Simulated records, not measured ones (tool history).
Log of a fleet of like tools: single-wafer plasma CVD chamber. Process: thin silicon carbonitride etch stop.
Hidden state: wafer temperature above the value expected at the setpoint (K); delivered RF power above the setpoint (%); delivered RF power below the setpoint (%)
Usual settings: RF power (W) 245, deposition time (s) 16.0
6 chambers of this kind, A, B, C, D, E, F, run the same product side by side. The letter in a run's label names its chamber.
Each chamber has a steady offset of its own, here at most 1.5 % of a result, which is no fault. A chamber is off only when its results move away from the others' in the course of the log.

run,hour,RF power (W),deposition time (s),hours since the last thermocouple change,hours since the last RF generator calibration,"read-back reference wafer on the same gauge, thickness_nm",mean film thickness on the monitor wafer (Å)
1A,5.6,245,16.0,361.6,1398.5,10.554,97.163
2B,16.6,245,16.0,360.9,20.1,10.543,97.065
3F,26.8,245,16.0,1107.3,817.6,10.547,96.324
4E,32.7,245,16.0,2153.9,794.4,10.543,96.769
5C,43.3,245,16.0,1321.5,482.4,10.551,96.891
6D,50.3,245,16.0,1399.8,170.9,10.551,95.466
7C,56.2,245,16.0,1334.4,495.3,10.554,96.889
8A,67.1,200,18.1,423.1,1460.0,10.545,103.060
9F,77.6,200,18.1,1158.1,868.4,10.538,102.580
10E,84.6,200,18.1,2205.8,846.3,10.549,103.120
11D,90.0,200,18.1,1439.5,210.6,10.545,101.800
12B,97.6,200,18.1,441.9,101.1,10.545,103.000
13D,103.2,200,18.1,1452.7,223.8,10.548,101.500
14A,109.1,245,16.0,465.1,1502.0,10.552,97.056
15C,119.3,245,16.0,1397.5,558.4,10.542,97.114
16F,126.9,245,16.0,1207.4,917.7,10.554,96.222
17E,133.5,245,16.0,2254.7,895.2,10.553,96.927
18B,143.5,245,16.0,487.8,147.0,10.554,96.891
19A,154.9,245,16.0,510.9,1547.8,10.551,97.384
20D,161.8,270,17.6,1511.3,282.4,10.551,108.480
21E,170.9,270,17.6,2292.1,932.6,10.554,109.940
22C,176.0,270,17.6,1454.2,615.1,10.547,109.680
23F,181.2,270,17.6,1261.7,972.0,10.546,109.270
24B,188.8,270,17.6,533.1,192.3,10.551,109.290
25E,197.8,270,17.6,2319.0,959.5,10.553,110.340
26F,209.0,245,16.0,1289.5,999.8,10.546,96.381
27A,217.9,245,16.0,573.9,1610.8,10.559,97.319
28C,228.9,245,16.0,1507.1,668.0,10.555,97.011
29B,236.2,245,16.0,580.5,239.7,10.553,96.334
30D,243.7,245,16.0,1593.2,364.3,10.555,95.723
# hour 244.6: chamber E: thermocouple changed; heater temperature recalibrated
31C,250.9,245,16.0,1529.1,690.0,10.555,96.483
32A,258.8,245,13.6,614.8,1651.7,10.563,82.737
33D,266.3,245,13.6,1615.8,386.9,10.545,81.218
34F,276.0,245,13.6,1356.5,1066.8,10.548,82.031
35E,287.2,245,13.6,42.7,1048.9,10.555,82.324
36B,296.8,245,13.6,641.1,300.3,10.553,82.306
37D,302.1,245,13.6,1651.6,422.7,10.547,81.596
38E,309.5,210,16.0,65.0,1071.2,10.542,92.793
39C,320.1,210,16.0,1598.3,759.2,10.549,92.124

All 6 chambers run these settings next. Forecast each chamber's results:
40A,328.4,245,18.5,,,,?
40B,328.4,245,18.5,,,,?
40C,328.4,245,18.5,,,,?
40D,328.4,245,18.5,,,,?
40E,328.4,245,18.5,,,,?
40F,328.4,245,18.5,,,,?

run,mean film thickness on the monitor wafer (Å)
40A,112.030
40B,112.260
40C,111.810
40D,111.220
40E,112.210
40F,111.840

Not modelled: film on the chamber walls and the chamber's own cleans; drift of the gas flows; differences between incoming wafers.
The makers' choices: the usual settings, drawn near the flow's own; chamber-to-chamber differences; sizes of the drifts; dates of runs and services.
